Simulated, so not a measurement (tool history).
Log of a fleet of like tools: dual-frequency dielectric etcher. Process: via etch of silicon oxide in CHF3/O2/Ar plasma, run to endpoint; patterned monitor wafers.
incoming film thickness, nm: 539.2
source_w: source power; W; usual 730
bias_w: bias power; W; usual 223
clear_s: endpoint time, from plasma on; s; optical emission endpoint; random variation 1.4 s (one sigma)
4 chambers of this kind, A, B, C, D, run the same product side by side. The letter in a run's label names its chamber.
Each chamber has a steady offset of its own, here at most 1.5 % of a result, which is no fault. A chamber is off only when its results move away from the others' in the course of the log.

| run | hour | source_w | bias_w | hours since the last wet clean | hours since the last source power generator calibration | hours since the last bias power generator calibration | clear_s |
|---|---|---|---|---|---|---|---|
| 1D | 12.2 | 730 | 223 | 254.6 | 659.8 | 1057.6 | 235.75 |
| 2C | 26.3 | 730 | 223 | 473.1 | 546.5 | 1236.2 | 232.22 |
| 3B | 38.4 | 730 | 223 | 99.1 | 653.1 | 3841.2 | 233.72 |
| 4A | 50.9 | 730 | 223 | 342.6 | 2669.7 | 2551.5 | 238.41 |
|  | 57.9 | chamber A: source power generator calibrated |
| 5C | 60.5 | 730 | 223 | 507.3 | 580.7 | 1270.4 | 234.83 |
| 6B | 71.9 | 730 | 252 | 132.6 | 686.6 | 3874.7 | 224.12 |
| 7D | 80.5 | 730 | 252 | 322.9 | 728.1 | 1125.9 | 226.01 |
| 8A | 88.2 | 730 | 252 | 379.9 | 30.4 | 2588.8 | 226.69 |
| 9B | 97.4 | 730 | 252 | 158.1 | 712.1 | 3900.2 | 227.02 |
|  | 102.1 | chamber A: wet clean of the chamber |
| 10D | 105.5 | 730 | 223 | 347.9 | 753.1 | 1150.9 | 237.68 |
| 11C | 118.7 | 730 | 223 | 565.5 | 638.9 | 1328.6 | 232.78 |
| 12A | 130.2 | 730 | 223 | 28.1 | 72.4 | 2630.8 | 239.31 |
|  | 139.5 | chamber C: wet clean of the chamber |
| 13C | 143 | 730 | 223 | 3.6 | 663.2 | 1352.9 | 232.95 |
| 14B | 150.5 | 730 | 223 | 211.2 | 765.2 | 3953.3 | 234.72 |
|  | 153.8 | chamber D: wet clean of the chamber |
| 15D | 163.9 | 730 | 223 | 10.2 | 811.5 | 1209.3 | 237.69 |
| 16A | 173.1 | 730 | 223 | 71 | 115.3 | 2673.7 | 238.32 |
| 17C | 187.4 | 730 | 223 | 48 | 707.6 | 1397.3 | 233.57 |
| 18D | 200.5 | 730 | 223 | 46.8 | 848.1 | 1245.9 | 235.11 |
| 19A | 211.9 | 730 | 223 | 109.8 | 154.1 | 2712.5 | 241.21 |
| 20B | 225.9 | 650 | 178 | 286.6 | 840.6 | 4028.7 | 266.44 |
|  | 233.1 | chamber A: bias power generator calibrated |
| 21B | 234 | 650 | 178 | 294.7 | 848.7 | 4036.8 | 263.93 |
| 22A | 244.6 | 650 | 178 | 142.5 | 186.8 | 11.6 | 268.01 |
| 23D | 250.8 | 650 | 178 | 97.1 | 898.4 | 1296.2 | 266.73 |
| 24C | 261.7 | 730 | 223 | 122.3 | 781.9 | 1471.6 | 230.5 |
| 25B | 269.9 | 730 | 223 | 330.6 | 884.6 | 4072.7 | 236.28 |
| 26C | 276.8 | 630 | 223 | 137.4 | 797 | 1486.7 | 248.83 |
| 27A | 285.6 | 630 | 223 | 183.5 | 227.8 | 52.6 | 251.16 |
| 28D | 298.6 | 630 | 223 | 144.9 | 946.2 | 1344 | 249.79 |
| 29C | 309.7 | 630 | 223 | 170.3 | 829.9 | 1519.6 | 247.06 |
| 30A | 322.9 | 730 | 188 | 220.8 | 265.1 | 89.9 | 253.75 |
| 31B | 337 | 730 | 188 | 397.7 | 951.7 | 4139.8 | 250.48 |
| 32D | 348.5 | 730 | 188 | 194.8 | 996.1 | 1393.9 | 254.53 |
| 33C | 357.1 | 730 | 188 | 217.7 | 877.3 | 1567 | 247.36 |
| 34B | 365.8 | 730 | 223 | 426.5 | 980.5 | 4168.6 | 234.55 |
| 35D | 372.7 | 580 | 223 | 219 | 1020.3 | 1418.1 | 260.9 |
| 36A | 381.4 | 580 | 223 | 279.3 | 323.6 | 148.4 | 256.26 |
| 37C | 389.4 | 580 | 223 | 250 | 909.6 | 1599.3 | 254.99 |
| 38D | 399.9 | 580 | 223 | 246.2 | 1047.5 | 1445.3 | 261.97 |
| 39B | 406 | 730 | 223 | 466.7 | 1020.7 | 4208.8 | 234.27 |
| 40A | 414.3 | 730 | 223 | 312.2 | 356.5 | 181.3 | 236.72 |
| 41A | 426.6 | 730 | 223 | 324.5 | 368.8 | 193.6 | 238.88 |
| 42D | 432.7 | 730 | 223 | 279 | 1080.3 | 1478.1 | 238.96 |
| 43C | 442.8 | 730 | 223 | 303.4 | 963 | 1652.7 | 231.32 |

Is one chamber off against the others, does the gauge drift, or is nothing wrong? If a chamber is off, say which, and what the likeliest cause is.

No chamber stands off beyond its own small offset, and the gauge holds steady.
